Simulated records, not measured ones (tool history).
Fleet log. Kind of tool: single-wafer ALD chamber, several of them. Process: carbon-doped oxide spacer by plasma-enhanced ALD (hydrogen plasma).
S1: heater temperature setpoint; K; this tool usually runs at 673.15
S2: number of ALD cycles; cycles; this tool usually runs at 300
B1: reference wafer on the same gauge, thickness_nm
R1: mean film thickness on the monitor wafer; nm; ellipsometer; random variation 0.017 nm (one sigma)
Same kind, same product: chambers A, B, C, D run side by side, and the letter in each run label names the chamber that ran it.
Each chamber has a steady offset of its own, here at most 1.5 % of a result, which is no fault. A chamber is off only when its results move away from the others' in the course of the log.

run	day	S1	S2	B1	R1
1B	0.496	673.15	300	16.297	14.916
2A	0.954	673.15	300	16.296	14.902
3D	1.5	673.15	300	16.295	14.888
4C	1.833	673.15	300	16.29	14.824
5D	2.433	673.15	357	16.29	17.72
6C	2.717	673.15	357	16.29	17.651
7A	3.188	673.15	357	16.284	17.693
8B	3.696	673.15	357	16.283	17.736
9A	4.067	673.15	300	16.287	14.878
10D	4.508	673.15	300	16.283	14.893
11C	4.858	673.15	300	16.281	14.852
12B	5.496	673.15	300	16.275	14.912
13C	5.954	673.15	300	16.272	14.796
14A	6.254	673.15	300	16.271	14.885
15B	6.638	673.15	300	16.267	14.922
16D	7.221	673.15	300	16.264	14.884
17C	7.804	673.15	300	16.262	14.826
18B	8.367	673.15	300	16.265	14.884
19D	8.679	673.15	300	16.259	14.883
20A	9.329	673.15	300	16.259	14.837
21C	9.883	673.15	300	16.26	14.811
22B	10.3	673.15	300	16.254	14.925
23D	10.592	673.15	342	16.252	16.904
24A	10.875	673.15	342	16.257	16.961
25B	11.529	673.15	342	16.25	16.967
26D	12.15	673.15	342	16.244	16.942
27C	12.529	673.15	300	16.249	14.789
28A	13.167	673.15	300	16.242	14.869
29A	13.717	673.15	300	16.241	14.825
30B	14.333	673.15	300	16.236	14.891
31D	14.954	673.15	300	16.234	14.828
32C	15.267	673.15	281	16.229	13.866
33A	15.654	673.15	281	16.23	13.867
34B	16.083	673.15	281	16.23	13.934
35C	16.571	673.15	281	16.225	13.819
36D	16.967	673.15	300	16.228	14.84

Next, every chamber runs the same settings. What will each give?
37A	17.433	665.15	300		?
37B	17.433	665.15	300		?
37C	17.433	665.15	300		?
37D	17.433	665.15	300		?

run	R1
37A	14.796
37B	14.838
37C	14.774
37D	14.843

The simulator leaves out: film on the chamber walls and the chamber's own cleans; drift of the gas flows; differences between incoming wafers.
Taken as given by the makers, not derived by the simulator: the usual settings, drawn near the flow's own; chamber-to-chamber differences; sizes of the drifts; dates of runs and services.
